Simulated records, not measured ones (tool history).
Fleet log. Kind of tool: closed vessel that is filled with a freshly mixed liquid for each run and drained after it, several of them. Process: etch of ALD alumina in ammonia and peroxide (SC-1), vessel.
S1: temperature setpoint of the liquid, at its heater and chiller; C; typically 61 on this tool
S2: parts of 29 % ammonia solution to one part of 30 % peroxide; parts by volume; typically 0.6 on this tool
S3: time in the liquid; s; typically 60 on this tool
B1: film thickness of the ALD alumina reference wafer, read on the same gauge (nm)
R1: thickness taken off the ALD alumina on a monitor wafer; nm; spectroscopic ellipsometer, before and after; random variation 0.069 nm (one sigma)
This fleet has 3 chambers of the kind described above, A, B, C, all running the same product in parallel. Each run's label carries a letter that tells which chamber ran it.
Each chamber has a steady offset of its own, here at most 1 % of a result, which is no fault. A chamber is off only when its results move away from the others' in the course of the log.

run	hour	S1	S2	S3	B1	R1
# hour 3.4: chamber C: thermometer replaced
1A	7.3	61	0.6	60	119.96	7.3266
2B	12.5	61	0.6	60	120.03	7.3941
3C	19.7	61	0.6	60	119.97	7.4038
4A	24.5	61	0.6	60	119.99	7.3538
5B	32.6	61	0.6	60	120	7.4505
6C	37.4	61	0.6	60	120.06	7.4929
7A	43.9	61	0.6	60	120.04	7.4238
8B	50.3	61	0.6	60	120.05	7.5168
9C	59.3	55.5	0.6	60	120.05	5.5972
10C	66.2	55.5	0.6	60	120.04	5.5372
11B	73	55.5	0.6	60	120.02	5.4561
12A	82.6	56.5	0.6	50	119.99	4.8951
13C	87.9	56.5	0.6	50	119.99	4.9448
14B	94.9	56.5	0.6	50	120.01	4.7641
15A	105.2	61	0.6	60	120.02	7.4375
16B	114.2	61	0.6	60	119.97	7.0935
17A	122	66.5	0.6	60	120.03	9.6175
18C	130.3	66.5	0.6	60	120.03	9.7236
19C	136.4	66.5	0.6	60	119.94	9.6313
20A	145.8	61	0.6	60	120.04	7.3811
21B	151.5	61	0.35	60	120.02	6.665
22A	158.7	61	0.35	60	120.04	7.0551
23B	163.4	61	0.35	60	120	6.5027
24C	172.4	61	0.6	60	119.98	7.4939
# hour 180.9: chamber A: ammonia flow meter replaced
25B	181.7	61	0.6	60	120.02	6.8492
26A	187	61	0.6	60	120	7.3392
27C	196.7	61	0.6	60	120.04	7.409

Does one chamber stand apart from the rest, does the shared gauge drift, or is all well apart from small per-chamber offsets? Give the chamber and the most likely cause, where there is one.

Little by little, chamber B moves away from the other chambers.
What lies behind it: liquid colder than its thermometer reads (K) = 1.83.

Below are 4 candidate recipes for chamber B's next run, each the usual settings with a change, their results shown as question marks. Which of them brings B's results back in line with what the other chambers give on the usual settings?
Maximum distance from the other chambers' mean on the usual settings for a result to count as in line: R1 0.24 nm
28B-1	204.5	61	0.6	65		?
28B-2	204.5	62.5	0.6	65		?
28B-3	204.5	59.5	0.6	55		?
28B-4	204.5	61	0.6	55		?

Average result of the remaining chambers running the usual settings: R1 7.3782 nm
run	R1
28B-1	7.2929
28B-2	7.8852
28B-3	5.7028
28B-4	6.171
28B-1 brings the chamber back in line.
